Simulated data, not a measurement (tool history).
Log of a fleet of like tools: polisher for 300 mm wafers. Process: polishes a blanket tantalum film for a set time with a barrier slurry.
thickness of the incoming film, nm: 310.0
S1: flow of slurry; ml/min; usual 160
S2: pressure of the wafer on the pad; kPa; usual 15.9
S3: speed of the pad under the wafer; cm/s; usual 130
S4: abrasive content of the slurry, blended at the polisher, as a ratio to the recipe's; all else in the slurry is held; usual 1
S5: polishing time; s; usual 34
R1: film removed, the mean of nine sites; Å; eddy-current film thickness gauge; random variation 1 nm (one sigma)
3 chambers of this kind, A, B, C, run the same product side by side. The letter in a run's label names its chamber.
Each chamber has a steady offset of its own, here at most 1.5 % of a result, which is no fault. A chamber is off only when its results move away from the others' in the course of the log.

-- hour=0.2 chamber A: worn pad replaced by a new one
-- hour=3.9 chamber C: worn pad replaced by a new one
run 1B hour=8.3 | S1=160 S2=15.9 S3=130 S4=1 S5=34 | R1=895.67
run 2A hour=18.6 | S1=160 S2=15.9 S3=130 S4=1 S5=34 | R1=861.94
run 3C hour=26.2 | S1=160 S2=15.9 S3=130 S4=1 S5=34 | R1=888.39
run 4C hour=33.9 | S1=160 S2=15.9 S3=130 S4=1 S5=34 | R1=917.05
-- hour=36.3 chamber A: slurry blender recalibrated
-- hour=39 chamber B: worn pad replaced by a new one
run 5A hour=42.4 | S1=160 S2=13.8 S3=92 S4=1 S5=34 | R1=536.87
run 6B hour=55 | S1=160 S2=13.8 S3=92 S4=1 S5=34 | R1=542.85
run 7C hour=68.7 | S1=160 S2=13.8 S3=92 S4=1 S5=34 | R1=563.57
run 8B hour=75 | S1=160 S2=15.9 S3=130 S4=1 S5=34 | R1=889.18
run 9A hour=81.4 | S1=160 S2=15.9 S3=130 S4=1 S5=34 | R1=881.74
-- hour=84.9 chamber B: slurry blender recalibrated
run 10A hour=95.7 | S1=160 S2=15.9 S3=130 S4=1 S5=34 | R1=875.89
-- hour=106.1 chamber C: slurry nozzle cleaned
run 11C hour=109.3 | S1=160 S2=15.9 S3=130 S4=1 S5=34 | R1=900.17
run 12B hour=122 | S1=160 S2=13.1 S3=130 S4=1 S5=28 | R1=607.67
-- hour=126.3 chamber B: worn pad replaced by a new one
run 13C hour=129.4 | S1=160 S2=13.1 S3=130 S4=1 S5=28 | R1=602.61
-- hour=134.1 chamber C: worn pad replaced by a new one
-- hour=137.3 chamber A: worn pad replaced by a new one
run 14A hour=137.5 | S1=160 S2=13.1 S3=130 S4=1 S5=28 | R1=600.56
run 15B hour=150.9 | S1=160 S2=15.9 S3=130 S4=1 S5=34 | R1=890.78
run 16A hour=161.4 | S1=160 S2=15.9 S3=130 S4=1 S5=34 | R1=886.73
-- hour=167 chamber B: head pressure recalibrated
run 17C hour=172.8 | S1=160 S2=15.9 S3=146 S4=1 S5=42 | R1=1225.9
run 18B hour=187 | S1=160 S2=15.9 S3=146 S4=1 S5=42 | R1=1376.8
run 19A hour=198.4 | S1=160 S2=15.9 S3=146 S4=1 S5=42 | R1=1208.9
-- hour=202.7 chamber B: worn pad replaced by a new one
run 20C hour=208 | S1=160 S2=15.9 S3=130 S4=1 S5=34 | R1=890.8
run 21B hour=217.6 | S1=160 S2=15.9 S3=130 S4=1 S5=34 | R1=1000.4
run 22B hour=228.9 | S1=160 S2=15.9 S3=130 S4=1 S5=34 | R1=985.63
-- hour=232.5 chamber B: slurry blender recalibrated
run 23A hour=235.4 | S1=160 S2=15.9 S3=130 S4=1 S5=34 | R1=868.85
run 24C hour=243.8 | S1=160 S2=15.9 S3=130 S4=1 S5=34 | R1=882.88
run 25C hour=250.5 | S1=160 S2=15.9 S3=90 S4=1 S5=34 | R1=630.8
-- hour=256.5 chamber A: worn pad replaced by a new one
run 26A hour=262.4 | S1=160 S2=15.9 S3=90 S4=1 S5=34 | R1=617.75
run 27B hour=271.5 | S1=160 S2=15.9 S3=90 S4=1 S5=34 | R1=686.59
-- hour=277.3 chamber A: slurry blender recalibrated
run 28A hour=278 | S1=160 S2=15.9 S3=130 S4=1 S5=34 | R1=879.84
-- hour=284.9 chamber B: worn pad replaced by a new one
run 29C hour=290.2 | S1=160 S2=15.9 S3=130 S4=1 S5=34 | R1=904.95
-- hour=290.3 chamber C: worn pad replaced by a new one
run 30B hour=300.1 | S1=160 S2=15.9 S3=130 S4=1 S5=34 | R1=995.33
-- hour=300.5 chamber C: slurry blender recalibrated
run 31A hour=307.7 | S1=180 S2=15.9 S3=130 S4=1 S5=34 | R1=888.93
run 32B hour=317.6 | S1=180 S2=15.9 S3=130 S4=1 S5=34 | R1=1026.3
run 33C hour=326.3 | S1=180 S2=15.9 S3=130 S4=1 S5=34 | R1=929.33
-- hour=332.1 chamber C: slurry nozzle cleaned
run 34A hour=337.6 | S1=160 S2=15.9 S3=130 S4=1 S5=34 | R1=890.55
run 35C hour=351.1 | S1=160 S2=15.9 S3=130 S4=1 S5=34 | R1=911.35
-- hour=353.4 chamber B: worn pad replaced by a new one
run 36B hour=362 | S1=160 S2=15.9 S3=130 S4=1 S5=34 | R1=993.58
run 37B hour=371.1 | S1=160 S2=15.9 S3=130 S4=1 S5=34 | R1=992.58
run 38A hour=384.5 | S1=160 S2=15.9 S3=130 S4=1 S5=34 | R1=870.37
run 39C hour=397.8 | S1=160 S2=15.9 S3=130 S4=1 S5=34 | R1=905.61

Is one chamber off against the others, does the gauge drift, or is nothing wrong? If a chamber is off, say which, and what the likeliest cause is.

A service left chamber B off against the others.
Cause: head's pressure above its setpoint, % = 11.

Here are 4 candidates for chamber B's next run, each the usual settings with a change, their results left as question marks. Which one brings its results back in line with what the others give on the usual settings?
In line means no further than this from the other chambers' mean on the usual settings: R1 35 Å
run 40B-1 hour=408 | S1=160 S2=16.5 S3=130 S4=1 S5=36 | R1=?
run 40B-2 hour=408 | S1=160 S2=15.9 S3=116 S4=1 S5=34 | R1=?
run 40B-3 hour=408 | S1=160 S2=15.9 S3=112 S4=0.95 S5=34 | R1=?
run 40B-4 hour=408 | S1=160 S2=15.9 S3=156 S4=1 S5=34 | R1=?

The other chambers' mean on the usual settings: R1 893.77 Å
run=40B-1 R1=1107.8
run=40B-2 R1=894.02
run=40B-3 R1=849.8
run=40B-4 R1=1204.8
40B-2 brings the chamber back in line.
